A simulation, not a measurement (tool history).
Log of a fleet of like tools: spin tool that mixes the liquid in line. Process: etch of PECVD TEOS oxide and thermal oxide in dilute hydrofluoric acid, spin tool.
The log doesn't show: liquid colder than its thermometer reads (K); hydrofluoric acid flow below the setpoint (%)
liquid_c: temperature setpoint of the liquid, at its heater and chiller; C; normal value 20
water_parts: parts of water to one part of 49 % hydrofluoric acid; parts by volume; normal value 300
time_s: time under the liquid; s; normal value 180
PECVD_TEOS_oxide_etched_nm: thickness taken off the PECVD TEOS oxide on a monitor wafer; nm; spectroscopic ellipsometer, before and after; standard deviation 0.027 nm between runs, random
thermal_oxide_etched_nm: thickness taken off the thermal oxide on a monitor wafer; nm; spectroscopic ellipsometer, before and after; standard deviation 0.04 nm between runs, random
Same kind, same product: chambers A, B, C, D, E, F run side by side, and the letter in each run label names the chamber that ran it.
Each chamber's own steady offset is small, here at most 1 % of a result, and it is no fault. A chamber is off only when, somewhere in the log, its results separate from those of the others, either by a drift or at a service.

run   hour  liquid_c  water_parts  time_s  hours since the thermometer was replaced  hours since the hydrofluoric acid flow meter was replaced  read-back film thickness of the PECVD TEOS oxide reference wafer, read on the same gauge (nm)  read-back film thickness of the thermal oxide reference wafer, read on the same gauge (nm)  PECVD_TEOS_oxide_etched_nm  thermal_oxide_etched_nm
 1F    7.1        20          300     180                                    1132.4                                                     1399.7                                                                                         140.05                                                                                      50.065                      3.5879                   1.8965
 2B   12.2        20          300     180                                    1126.5                                                       1156                                                                                         139.98                                                                                      50.041                      3.5244                   1.9718
 3E   17.3        20          300     180                                     169.4                                                      184.5                                                                                         140.05                                                                                      50.005                      3.6156                   2.0478
 4D   23.5        20          300     180                                     199.6                                                     1229.2                                                                                         139.98                                                                                      50.036                      3.6163                   1.9044
 5A   30.7        17          300     180                                     290.2                                                     1232.9                                                                                         140.01                                                                                      50.015                      3.1953                   1.8126
 6C   38.7        17          300     180                                     897.9                                                      465.4                                                                                         140.01                                                                                      50.017                      3.2255                   1.7656
 7F   48.8        17          300     180                                    1174.1                                                     1441.4                                                                                         139.98                                                                                      49.993                      3.2059                   1.7339
 8B   56.8        17          300     180                                    1171.1                                                     1200.6                                                                                         139.96                                                                                      49.993                      3.1673                   1.7579
 9A     65        17          300     180                                     324.5                                                     1267.2                                                                                         139.97                                                                                      49.967                      3.1438                   1.7685
10D     76        17          300     180                                     252.1                                                     1281.7                                                                                            140                                                                                      50.026                      3.2205                   1.7596
11E   83.1        20          300     180                                     235.2                                                      250.3                                                                                            140                                                                                       50.03                      3.6497                   1.9526
12C   88.6        20          300     180                                     947.8                                                      515.3                                                                                         139.96                                                                                      50.019                      3.6118                   1.9856
      93.5  -- chamber F: hydrofluoric acid flow meter replaced
13F   94.4        20          300     180                                    1219.7                                                          1                                                                                         139.97                                                                                      49.954                      3.5396                   2.0257
14E  101.1        20          300     180                                     253.2                                                      268.3                                                                                         140.03                                                                                      49.987                      3.6224                   1.9589
15C  111.6        20          300     180                                     970.8                                                      538.3                                                                                         139.99                                                                                      50.002                      3.5753                   1.9275
16A  117.3        20          300     180                                     376.8                                                     1319.5                                                                                         140.04                                                                                      49.984                      3.5558                   1.9918
17D  126.8        20          300     180                                     302.9                                                     1332.5                                                                                         140.04                                                                                      49.985                      3.6295                   1.9853
18B  132.6        20          350     180                                    1246.9                                                     1276.4                                                                                         139.92                                                                                      49.995                      2.9503                   1.6101
19E  140.8        20          350     180                                     292.9                                                        308                                                                                            140                                                                                      50.014                      2.9257                   1.5726
20B  151.1        20          350     180                                    1265.4                                                     1294.9                                                                                         140.01                                                                                      50.012                      2.9083                   1.6069
21A  158.7        20          350     180                                     418.2                                                     1360.9                                                                                         140.01                                                                                      49.993                      2.8341                   1.6409
22C  163.5        20          350     180                                    1022.7                                                      590.2                                                                                         139.97                                                                                          50                        2.94                   1.6271
23F  174.3        20          350     180                                    1299.6                                                       80.9                                                                                         139.96                                                                                      49.988                      2.9405                   1.6861
24D  182.7        20          300     180                                     358.8                                                     1388.4                                                                                         140.01                                                                                      50.014                      3.5992                   1.9316
25B  188.8        20          365     130                                    1303.1                                                     1332.6                                                                                         139.99                                                                                      49.989                      1.9754                    1.077
26E  197.5        20          365     130                                     349.6                                                      364.7                                                                                         140.01                                                                                       49.94                      1.9951                   1.1232
27F  202.6        20          365     130                                    1327.9                                                      109.2                                                                                         139.98                                                                                      50.001                      1.9979                    1.133
28C    209        20          365     130                                    1068.2                                                      635.7                                                                                         140.04                                                                                       50.03                       2.031                    1.129
29A    218        20          365     130                                     477.5                                                     1420.2                                                                                         140.04                                                                                      49.993                      1.8861                   1.0477
30D  224.9        20          365     130                                       401                                                     1430.6                                                                                            140                                                                                      49.997                      2.0122                   1.0325
31B  234.1        20          300     180                                    1348.4                                                     1377.9                                                                                         139.95                                                                                      50.021                      3.5287                   1.8973
32C  243.2        20          300     180                                    1102.4                                                      669.9                                                                                         140.01                                                                                      50.017                      3.6045                   2.0002
33D  248.8      22.5          300     180                                     424.9                                                     1454.5                                                                                         139.95                                                                                      49.984                      3.9517                   2.1567
34E  256.5      22.5          300     180                                     408.6                                                      423.7                                                                                         140.03                                                                                      50.027                      3.8906                   2.2747
35A  266.2      22.5          300     180                                     525.7                                                     1468.4                                                                                         139.99                                                                                      50.008                      3.5739                   1.9995
36F  273.7      22.5          300     180                                      1399                                                      180.3                                                                                         139.99                                                                                      50.031                      3.9082                   2.1088
37B  279.1      22.5          300     180                                    1393.4                                                     1422.9                                                                                         140.05                                                                                      50.017                      3.8568                   2.2318
38C  284.4      22.5          300     180                                    1143.6                                                      711.1                                                                                         139.99                                                                                      49.983                      3.9528                   2.1692

The same settings go to every chamber for the next run, one line per chamber below. Forecast the results for each:
39A  292.4        20          300     110                                                                                                                                                                                                                                                                                                                           ?                        ?
39B  292.4        20          300     110                                                                                                                                                                                                                                                                                                                           ?                        ?
39C  292.4        20          300     110                                                                                                                                                                                                                                                                                                                           ?                        ?
39D  292.4        20          300     110                                                                                                                                                                                                                                                                                                                           ?                        ?
39E  292.4        20          300     110                                                                                                                                                                                                                                                                                                                           ?                        ?
39F  292.4        20          300     110                                                                                                                                                                                                                                                                                                                           ?                        ?

run  PECVD_TEOS_oxide_etched_nm  thermal_oxide_etched_nm
39A                      1.9873                   1.0951
39B                      2.1602                   1.2203
39C                      2.1771                   1.2277
39D                      2.2144                   1.1834
39E                      2.2217                   1.1871
39F                      2.1832                   1.1957
